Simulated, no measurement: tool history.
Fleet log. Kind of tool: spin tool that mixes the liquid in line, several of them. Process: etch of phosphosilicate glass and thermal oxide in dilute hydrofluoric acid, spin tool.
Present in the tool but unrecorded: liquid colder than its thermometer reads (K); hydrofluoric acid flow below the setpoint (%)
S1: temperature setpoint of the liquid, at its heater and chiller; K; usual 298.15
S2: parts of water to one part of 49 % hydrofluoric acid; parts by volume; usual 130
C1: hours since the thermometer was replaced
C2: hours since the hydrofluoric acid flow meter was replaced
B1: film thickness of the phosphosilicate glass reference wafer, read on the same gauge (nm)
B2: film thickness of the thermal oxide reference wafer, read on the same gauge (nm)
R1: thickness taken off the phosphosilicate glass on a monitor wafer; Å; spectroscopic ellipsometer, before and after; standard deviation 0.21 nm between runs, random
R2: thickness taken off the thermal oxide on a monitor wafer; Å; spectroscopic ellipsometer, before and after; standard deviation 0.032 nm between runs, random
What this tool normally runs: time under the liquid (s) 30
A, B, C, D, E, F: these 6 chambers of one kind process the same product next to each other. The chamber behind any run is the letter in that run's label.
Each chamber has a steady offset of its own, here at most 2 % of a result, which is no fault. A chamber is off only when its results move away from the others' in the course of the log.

Run 1E, hour 4.4: usual settings; C1 610.4; C2 730.1; B1 60.012; B2 139.99. Result: R1 265.19 Å, R2 11.1450 Å.
Run 2C, hour 7.5: usual settings; C1 131.0; C2 126.6; B1 59.980; B2 139.99. Result: R1 273.13 Å, R2 11.7850 Å.
Run 3B, hour 11.4: usual settings; C1 147.1; C2 1460.6; B1 60.002; B2 140.01. Result: R1 274.14 Å, R2 11.3230 Å.
Run 4A, hour 14.5: usual settings; C1 1646.6; C2 1050.7; B1 59.991; B2 140.01. Result: R1 270.06 Å, R2 11.6160 Å.
Run 5F, hour 17.8: usual settings; C1 567.4; C2 570.0; B1 59.976; B2 140.01. Result: R1 272.84 Å, R2 10.7860 Å.
Run 6D, hour 19.9: usual settings but S1 301.15 K, S2 170 parts by volume; C1 626.4; C2 64.8; B1 59.998; B2 140.01. Result: R1 225.84 Å, R2 9.0919 Å.
Run 7B, hour 24.0: usual settings but S1 301.15 K, S2 170 parts by volume; C1 159.7; C2 1473.2; B1 59.993; B2 139.99. Result: R1 220.11 Å, R2 9.2771 Å.
Run 8F, hour 26.8: usual settings but S1 301.15 K, S2 170 parts by volume; C1 576.4; C2 579.0; B1 59.989; B2 139.99. Result: R1 225.58 Å, R2 9.4267 Å.
Run 9A, hour 29.7: usual settings but S1 301.15 K, S2 170 parts by volume; C1 1661.8; C2 1065.9; B1 59.994; B2 140.02. Result: R1 223.78 Å, R2 9.8252 Å.
Run 10D, hour 34.2: usual settings but S1 301.15 K, S2 170 parts by volume; C1 640.7; C2 79.1; B1 60.000; B2 139.99. Result: R1 222.95 Å, R2 9.1159 Å.
Run 11E, hour 37.9: usual settings but S1 301.15 K, S2 170 parts by volume; C1 643.9; C2 763.6; B1 60.011; B2 140.02. Result: R1 216.85 Å, R2 9.6596 Å.
Run 12C, hour 40.3: usual settings; C1 163.8; C2 159.4; B1 60.010; B2 140.00. Result: R1 271.07 Å, R2 11.9330 Å.
Run 13A, hour 42.8: usual settings; C1 1674.9; C2 1079.0; B1 60.005; B2 140.00. Result: R1 275.72 Å, R2 11.4900 Å.
Run 14F, hour 45.1: usual settings; C1 594.7; C2 597.3; B1 60.022; B2 139.99. Result: R1 274.61 Å, R2 11.8420 Å.
Run 15D, hour 48.9: usual settings but S2 165 parts by volume; C1 655.4; C2 93.8; B1 60.021; B2 139.98. Result: R1 208.51 Å, R2 8.8692 Å.
Run 16C, hour 53.5: usual settings but S2 165 parts by volume; C1 177.0; C2 172.6; B1 59.992; B2 140.01. Result: R1 204.97 Å, R2 8.3541 Å.
Run 17B, hour 56.8: usual settings but S2 165 parts by volume; C1 192.5; C2 1506.0; B1 59.994; B2 139.99. Result: R1 207.75 Å, R2 8.5061 Å.
Run 18E, hour 59.0: usual settings but S2 165 parts by volume; C1 665.0; C2 784.7; B1 60.004; B2 140.00. Result: R1 199.98 Å, R2 8.5666 Å.
Run 19F, hour 61.3: usual settings but S2 165 parts by volume; C1 610.9; C2 613.5; B1 59.987; B2 140.01. Result: R1 209.08 Å, R2 8.4558 Å.
Run 20C, hour 64.3: usual settings but S2 165 parts by volume; C1 187.8; C2 183.4; B1 60.007; B2 140.00. Result: R1 205.98 Å, R2 8.8149 Å.
At hour 66.6: chamber A: thermometer replaced.
Run 21B, hour 69.1: usual settings but S1 294.15 K, S2 95 parts by volume; C1 204.8; C2 1518.3; B1 60.015; B2 140.00. Result: R1 334.89 Å, R2 14.1210 Å.
Run 22E, hour 71.8: usual settings but S1 294.15 K, S2 95 parts by volume; C1 677.8; C2 797.5; B1 59.996; B2 140.00. Result: R1 329.96 Å, R2 13.5150 Å.
Run 23A, hour 75.1: usual settings but S1 294.15 K, S2 95 parts by volume; C1 8.5; C2 1111.3; B1 60.011; B2 140.01. Result: R1 334.26 Å, R2 13.7020 Å.
Run 24D, hour 77.5: usual settings but S1 294.15 K, S2 95 parts by volume; C1 684.0; C2 122.4; B1 60.028; B2 139.99. Result: R1 329.01 Å, R2 13.7200 Å.
Run 25C, hour 82.1: usual settings but S1 294.15 K, S2 95 parts by volume; C1 205.6; C2 201.2; B1 60.008; B2 140.01. Result: R1 330.36 Å, R2 14.1860 Å.
Run 26B, hour 86.4: usual settings but S1 294.15 K, S2 95 parts by volume; C1 222.1; C2 1535.6; B1 59.993; B2 139.99. Result: R1 337.97 Å, R2 13.6220 Å.
Run 27A, hour 91.2: usual settings; C1 24.6; C2 1127.4; B1 60.004; B2 139.99. Result: R1 273.86 Å, R2 11.4760 Å.
Run 28D, hour 95.0: usual settings but time under the liquid (s) 45; C1 701.5; C2 139.9; B1 60.005; B2 139.99. Result: R1 407.91 Å, R2 16.6240 Å.
Run 29E, hour 97.8: usual settings but time under the liquid (s) 45; C1 703.8; C2 823.5; B1 60.000; B2 139.98. Result: R1 403.96 Å, R2 17.5080 Å.
Run 30F, hour 102.5: usual settings but time under the liquid (s) 45; C1 652.1; C2 654.7; B1 60.014; B2 139.99. Result: R1 410.97 Å, R2 17.6660 Å.
Run 31E, hour 106.2: usual settings but time under the liquid (s) 45; C1 712.2; C2 831.9; B1 59.993; B2 139.99. Result: R1 395.58 Å, R2 17.4420 Å.
Run 32D, hour 110.3: usual settings but time under the liquid (s) 45; C1 716.8; C2 155.2; B1 60.009; B2 140.00. Result: R1 410.75 Å, R2 17.1770 Å.
Run 33B, hour 114.8: usual settings but time under the liquid (s) 45; C1 250.5; C2 1564.0; B1 59.980; B2 140.00. Result: R1 414.90 Å, R2 17.9420 Å.
Run 34F, hour 117.3: usual settings; C1 666.9; C2 669.5; B1 60.001; B2 139.98. Result: R1 272.15 Å, R2 11.3740 Å.
Run 35C, hour 119.7: usual settings; C1 243.2; C2 238.8; B1 59.994; B2 139.99. Result: R1 273.25 Å, R2 11.6490 Å.
Run 36A, hour 124.5: usual settings; C1 57.9; C2 1160.7; B1 59.987; B2 140.00. Result: R1 271.67 Å, R2 11.3620 Å.
Run 37C, hour 127.1: usual settings; C1 250.6; C2 246.2; B1 60.006; B2 140.00. Result: R1 269.24 Å, R2 11.7100 Å.
At hour 128.1: chamber A: hydrofluoric acid flow meter replaced.
Run 38B, hour 130.3: usual settings but S1 296.15 K, time under the liquid (s) 50; C1 266.0; C2 1579.5; B1 59.979; B2 140.00. Result: R1 424.63 Å, R2 17.2210 Å.
Run 39A, hour 132.9: usual settings but S1 296.15 K, time under the liquid (s) 50; C1 66.3; C2 4.9; B1 60.011; B2 140.01. Result: R1 420.05 Å, R2 17.8040 Å.
Run 40D, hour 136.4: usual settings but S1 296.15 K, time under the liquid (s) 50; C1 742.9; C2 181.3; B1 59.990; B2 139.99. Result: R1 414.71 Å, R2 16.2120 Å.
Run 41F, hour 139.0: usual settings but S1 296.15 K, time under the liquid (s) 50; C1 688.6; C2 691.2; B1 59.982; B2 139.99. Result: R1 420.31 Å, R2 17.7560 Å.
Run 42E, hour 143.8: usual settings but S1 296.15 K, time under the liquid (s) 50; C1 749.8; C2 869.5; B1 60.008; B2 140.01. Result: R1 407.28 Å, R2 17.9340 Å.

Decide between three cases: one chamber stands off from its peers, the gauge reading all wafers drifts, or nothing is wrong past each chamber's small offset. Where a chamber is off, say which and what most likely put it there.

All chambers stay in line apart from their small fixed offsets, and the gauge does not drift.

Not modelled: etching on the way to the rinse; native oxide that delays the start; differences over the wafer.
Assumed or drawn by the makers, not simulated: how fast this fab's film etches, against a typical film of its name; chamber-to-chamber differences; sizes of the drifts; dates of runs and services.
